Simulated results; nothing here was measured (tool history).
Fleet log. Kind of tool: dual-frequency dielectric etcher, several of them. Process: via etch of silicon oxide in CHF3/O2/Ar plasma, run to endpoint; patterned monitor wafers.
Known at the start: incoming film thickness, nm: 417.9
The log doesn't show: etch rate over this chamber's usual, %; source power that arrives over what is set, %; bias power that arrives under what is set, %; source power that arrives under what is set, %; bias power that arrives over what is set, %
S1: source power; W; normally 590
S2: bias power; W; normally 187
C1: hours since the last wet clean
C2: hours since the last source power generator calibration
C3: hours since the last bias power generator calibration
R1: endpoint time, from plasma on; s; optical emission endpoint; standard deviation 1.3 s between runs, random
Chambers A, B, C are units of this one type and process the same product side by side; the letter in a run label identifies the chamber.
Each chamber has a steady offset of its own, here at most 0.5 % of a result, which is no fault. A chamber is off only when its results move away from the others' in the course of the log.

Run 1B, hour 3.6: usual settings; C1 152.9; C2 1574.8; C3 23.7. Result: R1 209.19 s.
Run 2A, hour 7.1: usual settings; C1 219.0; C2 3714.7; C3 1937.1. Result: R1 211.00 s.
Run 3C, hour 9.6: usual settings; C1 405.4; C2 4044.2; C3 851.5. Result: R1 209.52 s.
Run 4A, hour 12.0: usual settings; C1 223.9; C2 3719.6; C3 1942.0. Result: R1 210.53 s.
Run 5C, hour 14.2: usual settings; C1 410.0; C2 4048.8; C3 856.1. Result: R1 209.49 s.
Run 6B, hour 18.6: usual settings; C1 167.9; C2 1589.8; C3 38.7. Result: R1 211.89 s.
Run 7C, hour 21.7: usual settings; C1 417.5; C2 4056.3; C3 863.6. Result: R1 208.63 s.
Run 8B, hour 25.5: usual settings; C1 174.8; C2 1596.7; C3 45.6. Result: R1 211.34 s.
Run 9A, hour 29.9: usual settings; C1 241.8; C2 3737.5; C3 1959.9. Result: R1 207.88 s.
Run 10A, hour 32.6: usual settings; C1 244.5; C2 3740.2; C3 1962.6. Result: R1 208.55 s.
Run 11B, hour 37.3: usual settings but S1 730 W; C1 186.6; C2 1608.5; C3 57.4. Result: R1 193.54 s.
Run 12C, hour 41.4: usual settings but S1 730 W; C1 437.2; C2 4076.0; C3 883.3. Result: R1 191.80 s.
Run 13A, hour 44.4: usual settings but S1 730 W; C1 256.3; C2 3752.0; C3 1974.4. Result: R1 194.10 s.
Run 14C, hour 48.2: usual settings; C1 444.0; C2 4082.8; C3 890.1. Result: R1 209.37 s.
Run 15B, hour 50.3: usual settings; C1 199.6; C2 1621.5; C3 70.4. Result: R1 208.75 s.
Run 16B, hour 53.0: usual settings; C1 202.3; C2 1624.2; C3 73.1. Result: R1 207.82 s.
Run 17C, hour 55.9: usual settings; C1 451.7; C2 4090.5; C3 897.8. Result: R1 209.89 s.
Run 18A, hour 60.5: usual settings; C1 272.4; C2 3768.1; C3 1990.5. Result: R1 213.80 s.
Run 19A, hour 62.6: usual settings but S2 162 W; C1 274.5; C2 3770.2; C3 1992.6. Result: R1 219.06 s.
Run 20B, hour 66.8: usual settings but S2 162 W; C1 216.1; C2 1638.0; C3 86.9. Result: R1 217.69 s.
At hour 66.9: chamber C: wet clean of the chamber.
Run 21C, hour 69.8: usual settings but S2 162 W; C1 2.9; C2 4104.4; C3 911.7. Result: R1 223.53 s.
Run 22A, hour 73.3: usual settings; C1 285.2; C2 3780.9; C3 2003.3. Result: R1 209.34 s.
Run 23B, hour 77.4: usual settings; C1 226.7; C2 1648.6; C3 97.5. Result: R1 206.57 s.
Run 24C, hour 81.9: usual settings; C1 15.0; C2 4116.5; C3 923.8. Result: R1 212.35 s.
Run 25A, hour 84.7: usual settings; C1 296.6; C2 3792.3; C3 2014.7. Result: R1 208.87 s.
Run 26C, hour 86.9: usual settings; C1 20.0; C2 4121.5; C3 928.8. Result: R1 210.55 s.
Run 27B, hour 89.6: usual settings; C1 238.9; C2 1660.8; C3 109.7. Result: R1 206.52 s.
Run 28A, hour 93.0: usual settings; C1 304.9; C2 3800.6; C3 2023.0. Result: R1 209.96 s.
Run 29B, hour 96.2: usual settings; C1 245.5; C2 1667.4; C3 116.3. Result: R1 205.66 s.
Run 30C, hour 100.2: usual settings; C1 33.3; C2 4134.8; C3 942.1. Result: R1 210.34 s.
Run 31B, hour 102.4: usual settings; C1 251.7; C2 1673.6; C3 122.5. Result: R1 205.09 s.
Run 32C, hour 106.6: usual settings; C1 39.7; C2 4141.2; C3 948.5. Result: R1 209.13 s.
Run 33A, hour 110.1: usual settings; C1 322.0; C2 3817.7; C3 2040.1. Result: R1 210.29 s.
Run 34C, hour 113.6: usual settings; C1 46.7; C2 4148.2; C3 955.5. Result: R1 210.78 s.
Run 35B, hour 117.2: usual settings; C1 266.5; C2 1688.4; C3 137.3. Result: R1 204.26 s.
Run 36A, hour 119.3: usual settings; C1 331.2; C2 3826.9; C3 2049.3. Result: R1 212.21 s.
Run 37B, hour 122.1: usual settings; C1 271.4; C2 1693.3; C3 142.2. Result: R1 204.08 s.
Run 38C, hour 124.6: usual settings; C1 57.7; C2 4159.2; C3 966.5. Result: R1 212.14 s.
Run 39A, hour 127.2: usual settings; C1 339.1; C2 3834.8; C3 2057.2. Result: R1 211.30 s.
Run 40C, hour 131.8: usual settings; C1 64.9; C2 4166.4; C3 973.7. Result: R1 212.46 s.
Run 41B, hour 135.3: usual settings; C1 284.6; C2 1706.5; C3 155.4. Result: R1 201.27 s.
Run 42A, hour 138.2: usual settings; C1 350.1; C2 3845.8; C3 2068.2. Result: R1 208.02 s.
Run 43C, hour 140.8: usual settings; C1 73.9; C2 4175.4; C3 982.7. Result: R1 211.05 s.
Run 44B, hour 143.2: usual settings; C1 292.5; C2 1714.4; C3 163.3. Result: R1 202.05 s.

Does one chamber stand apart from the rest, does the shared gauge drift, or is all well apart from small per-chamber offsets? Give the chamber and the most likely cause, where there is one.

One chamber, B, drifts off from the rest bit by bit.
Cause: etch rate over this chamber's usual, % = 5.05.

Here are 4 candidates for chamber B's next run, each the usual settings with a change, their results left as question marks. Which one brings its results back in line with what the others give on the usual settings?
To be in line, a result may differ from the other chambers' mean on the usual settings by at most: R1 4.40 s
Run 45B-1, hour 146.6: usual settings but S1 630 W, S2 199 W. Result: R1 ?.
Run 45B-2, hour 146.6: usual settings but S2 193 W. Result: R1 ?.
Run 45B-3, hour 146.6: usual settings but S2 161 W. Result: R1 ?.
Run 45B-4, hour 146.6: usual settings but S1 570 W. Result: R1 ?.

On the usual settings, the other chambers give on average: R1 210.20 s
  run      R1
45B-1  191.22
45B-2  198.10
45B-3  210.72
45B-4  202.90
With 45B-3, the chamber falls back in line with the rest.

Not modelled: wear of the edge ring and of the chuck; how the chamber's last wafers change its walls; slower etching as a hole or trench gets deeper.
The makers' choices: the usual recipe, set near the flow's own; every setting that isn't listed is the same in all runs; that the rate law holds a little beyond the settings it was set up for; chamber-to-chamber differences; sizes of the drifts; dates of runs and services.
